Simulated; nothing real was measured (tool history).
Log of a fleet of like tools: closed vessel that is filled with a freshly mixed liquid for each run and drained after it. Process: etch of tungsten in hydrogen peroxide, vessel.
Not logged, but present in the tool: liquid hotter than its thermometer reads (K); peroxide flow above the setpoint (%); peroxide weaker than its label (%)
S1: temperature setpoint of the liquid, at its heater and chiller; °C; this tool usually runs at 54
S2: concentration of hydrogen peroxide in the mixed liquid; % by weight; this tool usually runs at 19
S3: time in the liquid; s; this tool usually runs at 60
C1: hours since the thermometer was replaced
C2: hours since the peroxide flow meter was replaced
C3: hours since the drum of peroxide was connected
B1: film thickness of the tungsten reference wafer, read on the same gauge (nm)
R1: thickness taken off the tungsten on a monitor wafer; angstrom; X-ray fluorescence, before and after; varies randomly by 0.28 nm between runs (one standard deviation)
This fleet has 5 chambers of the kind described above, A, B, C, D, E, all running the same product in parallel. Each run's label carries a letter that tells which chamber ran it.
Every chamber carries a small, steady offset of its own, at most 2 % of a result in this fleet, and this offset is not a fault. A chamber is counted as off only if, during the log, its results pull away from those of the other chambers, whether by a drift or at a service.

run	day	S1	S2	S3	C1	C2	C3	B1	R1
1A	0.117	54	19	60	363.5	518.4	221.1	110.02	810.52
2E	0.304	54	19	60	1946	636.8	920.3	110.01	814.52
3C	0.471	54	19	60	64.9	415.2	273.4	110.01	806.57
4B	0.717	54	19	60	550	1503.4	855.7	110	807.54
5D	0.933	54	19	60	1396.3	296.7	658	110	807.66
# day 1.096: chamber D: thermometer replaced
6A	1.175	54	19	60	388.9	543.8	246.5	109.99	808.16
7C	1.383	54	19	60	86.8	437.1	295.3	110.02	807.62
8E	1.521	54	19	60	1975.2	666	949.5	110.02	810.51
9D	1.704	54	19	60	14.7	315.2	676.5	110	811.78
10B	1.871	54	19	60	577.7	1531.1	883.4	110.02	804.01
11D	2.112	45.5	19	50	24.5	325	686.3	110.03	400.77
12C	2.3	45.5	19	50	108.8	459.1	317.3	110	398.91
13B	2.546	45.5	19	50	593.9	1547.3	899.6	109.96	397.32
# day 2.617: chamber D: new drum of peroxide connected
14A	2.658	45.5	19	50	424.5	579.4	282.1	110.02	399.7
15E	2.821	45.5	19	50	2006.4	697.2	980.7	110.03	401.43
16D	3.004	54	19	60	45.9	346.4	9.3	110	802.58
# day 3.029: chamber C: new drum of peroxide connected
17E	3.2	54	19	60	2015.5	706.3	989.8	109.97	816.28
18B	3.383	54	19	60	614	1567.4	919.7	109.99	815.14
19A	3.596	54	19	60	447	601.9	304.6	109.98	801.47
20C	3.767	54	19	60	144	494.3	17.7	110.02	807.68
21D	4.029	45.5	15	60	70.5	371	33.9	110.02	423.66
22E	4.162	45.5	15	60	2038.6	729.4	1012.9	109.99	429.39
23C	4.35	45.5	15	60	158	508.3	31.7	110	423.94
24A	4.483	45.5	15	60	468.3	623.2	325.9	109.97	421.12
25B	4.658	45.5	15	60	644.6	1598	950.3	110.01	426.76
26A	4.892	54	19	75	478.1	633	335.7	109.99	989.95
27B	5.029	54	19	75	653.5	1606.9	959.2	109.97	1009.6
28C	5.225	54	19	75	179	529.3	52.7	109.99	1006.8
29D	5.392	54	19	75	103.2	403.7	66.6	109.98	1017.9
30E	5.521	54	19	75	2071.2	762	1045.5	110	1015.5
31C	5.775	54	19	60	192.2	542.5	65.9	109.98	808.58
32B	5.9	54	19	60	674.4	1627.8	980.1	110	809.84
33E	6.108	54	19	60	2085.3	776.1	1059.6	110.01	812.14
34A	6.246	54	19	60	510.6	665.5	368.2	110.01	782.9
35D	6.5	54	19	60	129.8	430.3	93.2	109.97	811.69
36B	6.746	54	19	60	694.7	1648.1	1000.4	110.01	802.12
37A	6.904	54	19	60	526.4	681.3	384	109.99	785.39

Next, all 5 chambers run the settings below, one line each with question marks for the results. What does each chamber give?
38A	7.092	54	19	60					?
38B	7.092	54	19	60					?
38C	7.092	54	19	60					?
38D	7.092	54	19	60					?
38E	7.092	54	19	60					?

run	R1
38A	785.93
38B	806.85
38C	806.77
38D	812.3
38E	812.83
